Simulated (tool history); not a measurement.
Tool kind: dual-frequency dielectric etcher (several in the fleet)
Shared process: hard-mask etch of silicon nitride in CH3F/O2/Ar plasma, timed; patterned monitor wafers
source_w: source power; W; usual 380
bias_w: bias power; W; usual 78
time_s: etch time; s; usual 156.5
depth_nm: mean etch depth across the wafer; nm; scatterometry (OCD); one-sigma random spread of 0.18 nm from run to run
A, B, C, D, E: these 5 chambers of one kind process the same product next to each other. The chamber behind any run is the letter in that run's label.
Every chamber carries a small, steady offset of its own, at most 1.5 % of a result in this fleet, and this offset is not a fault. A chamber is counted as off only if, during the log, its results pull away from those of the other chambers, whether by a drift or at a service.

| run | day | source_w | bias_w | time_s | hours since the last wet clean | hours since the last source power generator calibration | hours since the last bias power generator calibration | read-back reference wafer on the same gauge, depth_nm | depth_nm |
|---|---|---|---|---|---|---|---|---|---|
| 1C | 0.483 | 380 | 78 | 156.5 | 86.1 | 675.9 | 2572.3 | 103.96 | 108.91 |
| 2A | 1 | 380 | 78 | 156.5 | 182.6 | 1058.1 | 1515.8 | 103.91 | 110.06 |
| 3E | 1.271 | 380 | 78 | 156.5 | 177.6 | 1190.8 | 1495.8 | 103.92 | 109.92 |
| 4D | 1.533 | 380 | 78 | 156.5 | 375.3 | 799.9 | 1581.7 | 103.96 | 110.6 |
| 5B | 1.808 | 350 | 69 | 156.5 | 351.1 | 539.9 | 179.1 | 103.91 | 104.09 |
| 6B | 2.271 | 350 | 69 | 156.5 | 362.2 | 551 | 190.2 | 103.82 | 103.99 |
| 7E | 2.679 | 350 | 69 | 156.5 | 211.4 | 1224.6 | 1529.6 | 103.82 | 102.59 |
| 8A | 2.925 | 350 | 69 | 156.5 | 228.8 | 1104.3 | 1562 | 103.84 | 102.27 |
| 9C | 3.204 | 350 | 69 | 156.5 | 151.4 | 741.2 | 2637.6 | 103.83 | 100.98 |
|  | 3.217 | chamber B: wet clean of the chamber |
| 10D | 3.621 | 380 | 78 | 156.5 | 425.4 | 850 | 1631.8 | 103.79 | 110.25 |
| 11E | 4.129 | 380 | 78 | 156.5 | 246.2 | 1259.4 | 1564.4 | 103.78 | 110.53 |
| 12B | 4.662 | 380 | 78 | 156.5 | 34.8 | 608.4 | 247.6 | 103.72 | 111.7 |
| 13A | 5.092 | 380 | 78 | 156.5 | 280.8 | 1156.3 | 1614 | 103.78 | 109.78 |
| 14C | 5.604 | 380 | 78 | 156.5 | 209 | 798.8 | 2695.2 | 103.69 | 108.61 |
| 15D | 5.988 | 380 | 78 | 156.5 | 482.2 | 906.8 | 1688.6 | 103.71 | 110.22 |
| 16E | 6.404 | 380 | 78 | 156.5 | 300.8 | 1314 | 1619 | 103.65 | 110.16 |
| 17D | 6.775 | 430 | 78 | 134.5 | 501.1 | 925.7 | 1707.5 | 103.63 | 99.122 |
| 18A | 7.092 | 430 | 78 | 134.5 | 328.8 | 1204.3 | 1662 | 103.64 | 98.718 |
| 19B | 7.438 | 430 | 78 | 134.5 | 101.4 | 675 | 314.2 | 103.58 | 100.17 |
| 20C | 7.867 | 430 | 78 | 134.5 | 263.3 | 853.1 | 2749.5 | 103.59 | 97.621 |
| 21B | 8.158 | 430 | 78 | 134.5 | 118.7 | 692.3 | 331.5 | 103.57 | 100.4 |
| 22A | 8.408 | 380 | 78 | 156.5 | 360.4 | 1235.9 | 1693.6 | 103.58 | 109.51 |
| 23E | 8.867 | 380 | 78 | 156.5 | 359.9 | 1373.1 | 1678.1 | 103.5 | 109.79 |
| 24D | 9.129 | 380 | 78 | 156.5 | 557.6 | 982.2 | 1764 | 103.49 | 110.05 |
| 25C | 9.596 | 380 | 78 | 156.5 | 304.8 | 894.6 | 2791 | 103.47 | 108.63 |
|  | 9.8 | chamber D: wet clean of the chamber |
| 26E | 9.833 | 380 | 78 | 156.5 | 383.1 | 1396.3 | 1701.3 | 103.48 | 109.8 |
| 27A | 10.146 | 380 | 78 | 156.5 | 402.1 | 1277.6 | 1735.3 | 103.45 | 109.86 |
|  | 10.238 | chamber A: wet clean of the chamber |
| 28B | 10.442 | 380 | 78 | 156.5 | 173.5 | 747.1 | 386.3 | 103.42 | 111.25 |
| 29C | 10.717 | 380 | 78 | 156.5 | 331.7 | 921.5 | 2817.9 | 103.4 | 108.28 |
| 30D | 10.988 | 380 | 78 | 156.5 | 28.5 | 1026.8 | 1808.6 | 103.39 | 109.93 |
| 31A | 11.396 | 380 | 78 | 156.5 | 27.9 | 1307.6 | 1765.3 | 103.42 | 109.95 |
| 32B | 11.917 | 380 | 78 | 156.5 | 208.9 | 782.5 | 421.7 | 103.36 | 111.38 |
| 33D | 12.146 | 380 | 78 | 156.5 | 56.3 | 1054.6 | 1836.4 | 103.35 | 110.1 |
| 34E | 12.633 | 380 | 78 | 156.5 | 450.3 | 1463.5 | 1768.5 | 103.3 | 109.86 |

Is one chamber off against the others, does the gauge drift, or is nothing wrong? If a chamber is off, say which, and what the likeliest cause is.

None of the chambers is off. What moves is the gauge, dragging all their readings along together.
What lies behind it: gauge reads low (%) = 0.677.

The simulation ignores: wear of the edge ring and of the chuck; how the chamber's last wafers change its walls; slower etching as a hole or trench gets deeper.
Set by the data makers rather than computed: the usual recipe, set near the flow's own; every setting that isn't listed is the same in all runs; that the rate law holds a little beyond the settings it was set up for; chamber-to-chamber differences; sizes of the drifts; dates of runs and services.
